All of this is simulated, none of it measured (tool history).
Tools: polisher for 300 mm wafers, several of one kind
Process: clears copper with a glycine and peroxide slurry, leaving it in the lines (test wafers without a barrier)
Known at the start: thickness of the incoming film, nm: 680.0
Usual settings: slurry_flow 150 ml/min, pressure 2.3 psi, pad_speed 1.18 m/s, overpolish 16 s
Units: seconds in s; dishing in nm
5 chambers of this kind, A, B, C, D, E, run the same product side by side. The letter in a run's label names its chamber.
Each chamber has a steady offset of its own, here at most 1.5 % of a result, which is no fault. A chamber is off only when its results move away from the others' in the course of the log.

run   hour  slurry_flow  pressure  pad_speed  overpolish  wafers polished on this pad  hours since the slurry nozzle was cleaned  hours since the head pressure was calibrated  seconds  dishing
 1A    3.3          150       2.3       1.18          16                          163                                      847.7                                         215.4   123.22    55.38
 2E    8.3          150       2.3       1.18          16                          247                                        441                                         130.6   121.36   57.139
 3D   10.9          150       2.3       1.18          16                          720                                      338.9                                          17.3    116.8   54.989
      13.3  -- chamber A: slurry nozzle cleaned
 4B   15.9          150       2.3       1.18          16                          682                                      494.1                                         427.2   121.37   55.332
 5C   21.7          150       2.3       1.18          16                          178                                      168.9                                         350.6   121.34   55.259
 6D   24.6          150       2.3       1.18          16                          803                                      352.6                                            31    124.7   56.886
 7E   30.3          150       2.3       1.46          16                          382                                        463                                         152.6   100.42   65.784
 8B   33.6          150       2.3       1.46          16                          790                                      511.8                                         444.9   100.55   64.069
 9A   39.1          150       2.3       1.46          16                          381                                       25.9                                         251.2   103.73   64.179
10C   43.4          150       2.3       1.46          16                          310                                      190.6                                         372.3   102.26   61.971
11E   46.6          150       2.3       1.46          16                          481                                      479.3                                         168.9   101.38   64.786
12B   52.2          150       2.3       1.18          16                          903                                      530.4                                         463.5   124.55   57.717
      56.4  -- chamber B: worn pad replaced by a new one
13A   56.8          150       2.3       1.18          16                          489                                       43.6                                         268.9   125.62    57.85
14D   60.5          150       2.3       1.18          16                         1022                                      388.5                                          66.9   122.74   54.498
15C   64.9          150       2.3       1.18          16                          441                                      212.1                                         393.8   124.27   55.863
16B   70.3          150       2.3       1.18          16                           85                                      548.5                                         481.6   117.01   55.767
      73.7  -- chamber A: worn pad replaced by a new one
17D   74.6          150       2.3       1.18          16                         1108                                      402.6                                            81   119.41   56.345
      75.3  -- chamber D: worn pad replaced by a new one
18E   79.8          150       2.3       1.18          16                          683                                      512.5                                         202.1   122.88   55.798
19A   85.6          150       2.3       1.18          16                           72                                       72.4                                         297.7   126.76   56.457
20C   90.6          150       2.3       1.18          20                          598                                      237.8                                         419.5   122.52   66.212
21B   93.8          150       2.3       1.18          20                          228                                        572                                         505.1   121.76   66.933
      95.9  -- chamber C: slurry nozzle cleaned
22C   98.6          150       2.3       1.18          20                          647                                        2.8                                         427.5   118.18   65.246
23A  101.7          150       2.3       1.18          20                          170                                       88.5                                         313.8   124.12   68.494
24D  104.8          150       2.3       1.18          20                          180                                      432.8                                         111.2   124.07   67.441
25E  110.2          150       2.3       1.18          16                          869                                      542.9                                         232.5   123.35    56.07
26B    115          150       2.3       1.18          16                          357                                      593.2                                         526.3   123.82   57.543
27A  118.1          150       2.3       1.18          16                          270                                      104.9                                         330.2   121.98   57.758
28E  121.5          150       2.3       1.18          16                          938                                      554.2                                         243.8   120.86   57.005
29D  125.7          150       2.3       1.42          16                          307                                      453.7                                         132.1   107.41   61.229
30C  129.1          150       2.3       1.42          16                          833                                       33.3                                           458   104.99   63.881
31B  132.7          150       2.3       1.42          16                          465                                      610.9                                           544   98.983   64.482

Is one chamber off against the others, does the gauge drift, or is nothing wrong? If a chamber is off, say which, and what the likeliest cause is.

No chamber stands off beyond its own small offset, and the gauge holds steady.
